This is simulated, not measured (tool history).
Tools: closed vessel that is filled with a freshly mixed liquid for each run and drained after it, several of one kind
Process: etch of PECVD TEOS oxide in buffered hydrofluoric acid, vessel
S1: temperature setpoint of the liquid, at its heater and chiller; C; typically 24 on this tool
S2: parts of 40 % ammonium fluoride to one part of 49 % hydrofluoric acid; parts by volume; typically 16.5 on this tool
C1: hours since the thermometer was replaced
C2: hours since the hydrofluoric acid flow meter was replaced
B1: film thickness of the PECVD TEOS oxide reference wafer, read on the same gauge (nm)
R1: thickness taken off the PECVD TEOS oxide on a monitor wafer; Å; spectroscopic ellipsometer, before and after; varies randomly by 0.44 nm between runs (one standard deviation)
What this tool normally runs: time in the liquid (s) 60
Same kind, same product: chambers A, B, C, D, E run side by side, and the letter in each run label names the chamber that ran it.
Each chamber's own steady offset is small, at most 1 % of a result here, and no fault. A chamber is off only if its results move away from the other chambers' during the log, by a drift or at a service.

{"run": "1A", "hour": 3.3, "S1": 24, "S2": 16.5, "time in the liquid (s)": 60, "C1": 2187.7, "C2": 26.8, "B1": 149.96, "R1": 536.75}
{"run": "2C", "hour": 8.2, "S1": 24, "S2": 16.5, "time in the liquid (s)": 60, "C1": 1312.3, "C2": 19.4, "B1": 150.02, "R1": 529.93}
{"run": "3E", "hour": 11.3, "S1": 24, "S2": 16.5, "time in the liquid (s)": 60, "C1": 184.2, "C2": 371.9, "B1": 149.97, "R1": 537.96}
{"run": "4D", "hour": 13.6, "S1": 24, "S2": 16.5, "time in the liquid (s)": 60, "C1": 258.2, "C2": 454.3, "B1": 150.02, "R1": 542.23}
{"run": "5B", "hour": 15.9, "S1": 24, "S2": 16.5, "time in the liquid (s)": 60, "C1": 407.1, "C2": 953, "B1": 149.99, "R1": 547.83}
{"run": "6B", "hour": 18.3, "S1": 24, "S2": 16.5, "time in the liquid (s)": 60, "C1": 409.5, "C2": 955.4, "B1": 149.99, "R1": 547.09}
{"run": "7A", "hour": 21.8, "S1": 24, "S2": 16.5, "time in the liquid (s)": 60, "C1": 2206.2, "C2": 45.3, "B1": 150.01, "R1": 544.09}
{"run": "8C", "hour": 24.2, "S1": 24, "S2": 16.5, "time in the liquid (s)": 60, "C1": 1328.3, "C2": 35.4, "B1": 150.03, "R1": 536.05}
{"run": "9D", "hour": 27.4, "S1": 24, "S2": 16.5, "time in the liquid (s)": 60, "C1": 272, "C2": 468.1, "B1": 149.99, "R1": 536.99}
{"run": "10E", "hour": 30.5, "S1": 24, "S2": 16.5, "time in the liquid (s)": 60, "C1": 203.4, "C2": 391.1, "B1": 149.96, "R1": 540.39}
{"run": "11B", "hour": 32.7, "S1": 24, "S2": 16.5, "time in the liquid (s)": 60, "C1": 423.9, "C2": 969.8, "B1": 149.98, "R1": 551.08}
{"run": "12D", "hour": 36.0, "S1": 24, "S2": 16.5, "time in the liquid (s)": 60, "C1": 280.6, "C2": 476.7, "B1": 149.96, "R1": 537.64}
{"run": "13E", "hour": 40.7, "S1": 24, "S2": 16.5, "time in the liquid (s)": 60, "C1": 213.6, "C2": 401.3, "B1": 150.03, "R1": 538.32}
{"run": "14A", "hour": 43.0, "S1": 28.5, "S2": 12.5, "time in the liquid (s)": 60, "C1": 2227.4, "C2": 66.5, "B1": 150, "R1": 894.55}
{"run": "15C", "hour": 46.4, "S1": 28.5, "S2": 12.5, "time in the liquid (s)": 60, "C1": 1350.5, "C2": 57.6, "B1": 150.07, "R1": 878.23}
{"run": "16B", "hour": 49.4, "S1": 28.5, "S2": 12.5, "time in the liquid (s)": 60, "C1": 440.6, "C2": 986.5, "B1": 150.03, "R1": 935.62}
{"run": "17E", "hour": 51.7, "S1": 28.5, "S2": 12.5, "time in the liquid (s)": 60, "C1": 224.6, "C2": 412.3, "B1": 150.01, "R1": 891.24}
{"run": "18D", "hour": 54.6, "S1": 28.5, "S2": 12.5, "time in the liquid (s)": 60, "C1": 299.2, "C2": 495.3, "B1": 150.04, "R1": 888.96}
{"run": "19A", "hour": 57.3, "S1": 24, "S2": 16.5, "time in the liquid (s)": 60, "C1": 2241.7, "C2": 80.8, "B1": 150.01, "R1": 530.49}
{"run": "20C", "hour": 61.9, "S1": 24, "S2": 16.5, "time in the liquid (s)": 60, "C1": 1366, "C2": 73.1, "B1": 149.94, "R1": 526.3}
{"run": "21D", "hour": 65.3, "S1": 21, "S2": 21, "time in the liquid (s)": 60, "C1": 309.9, "C2": 506, "B1": 150.05, "R1": 366.95}
{"run": "22C", "hour": 69.8, "S1": 21, "S2": 21, "time in the liquid (s)": 60, "C1": 1373.9, "C2": 81, "B1": 150.03, "R1": 355.29}
{"run": "23B", "hour": 74.4, "S1": 21, "S2": 21, "time in the liquid (s)": 60, "C1": 465.6, "C2": 1011.5, "B1": 150.01, "R1": 384.62}
{"run": "24A", "hour": 79.1, "S1": 21, "S2": 21, "time in the liquid (s)": 60, "C1": 2263.5, "C2": 102.6, "B1": 149.94, "R1": 362.16}
{"run": "25E", "hour": 81.9, "S1": 21, "S2": 21, "time in the liquid (s)": 60, "C1": 254.8, "C2": 442.5, "B1": 149.99, "R1": 363.53}
{"run": "26C", "hour": 85.1, "S1": 24, "S2": 11.5, "time in the liquid (s)": 60, "C1": 1389.2, "C2": 96.3, "B1": 150.04, "R1": 767.53}
{"run": "27E", "hour": 89.0, "S1": 24, "S2": 11.5, "time in the liquid (s)": 60, "C1": 261.9, "C2": 449.6, "B1": 149.96, "R1": 755.81}
{"run": "28B", "hour": 91.6, "S1": 24, "S2": 11.5, "time in the liquid (s)": 60, "C1": 482.8, "C2": 1028.7, "B1": 150, "R1": 822.71}
{"run": "29D", "hour": 95.5, "S1": 24, "S2": 11.5, "time in the liquid (s)": 60, "C1": 340.1, "C2": 536.2, "B1": 150.03, "R1": 753.83}
{"run": "30A", "hour": 99.7, "S1": 24, "S2": 11.5, "time in the liquid (s)": 60, "C1": 2284.1, "C2": 123.2, "B1": 150.03, "R1": 750.32}
{"run": "31E", "hour": 103.5, "S1": 24, "S2": 16.5, "time in the liquid (s)": 60, "C1": 276.4, "C2": 464.1, "B1": 149.99, "R1": 532.22}

What goes on in this fleet: one chamber off, a drifting gauge, or nothing beyond the chambers' own small offsets? Name the chamber and the cause, if any.

One chamber, B, drifts off from the rest bit by bit.
What lies behind it: hydrofluoric acid flow above the setpoint (%) = 9.63.
The log may not tell that from: liquid hotter than its thermometer reads (K).

Which of the 4 candidates below, each the usual settings with something changed and its results left as question marks, puts chamber B back in line with what the other chambers give on the usual settings?
In line means no further than this from the other chambers' mean on the usual settings: R1 15 Å
{"run": "32B-1", "hour": 107.0, "S1": 24, "S2": 15, "time in the liquid (s)": 60, "R1": "?"}
{"run": "32B-2", "hour": 107.0, "S1": 24.5, "S2": 16, "time in the liquid (s)": 60, "R1": "?"}
{"run": "32B-3", "hour": 107.0, "S1": 23, "S2": 16.5, "time in the liquid (s)": 60, "R1": "?"}
{"run": "32B-4", "hour": 107.0, "S1": 22, "S2": 16.5, "time in the liquid (s)": 60, "R1": "?"}

Other chambers, usual settings, mean: R1 537.06 Å
run=32B-1 R1=649.47
run=32B-2 R1=626.36
run=32B-3 R1=560.87
run=32B-4 R1=531.07
32B-4 puts the chamber back in line with the other chambers.
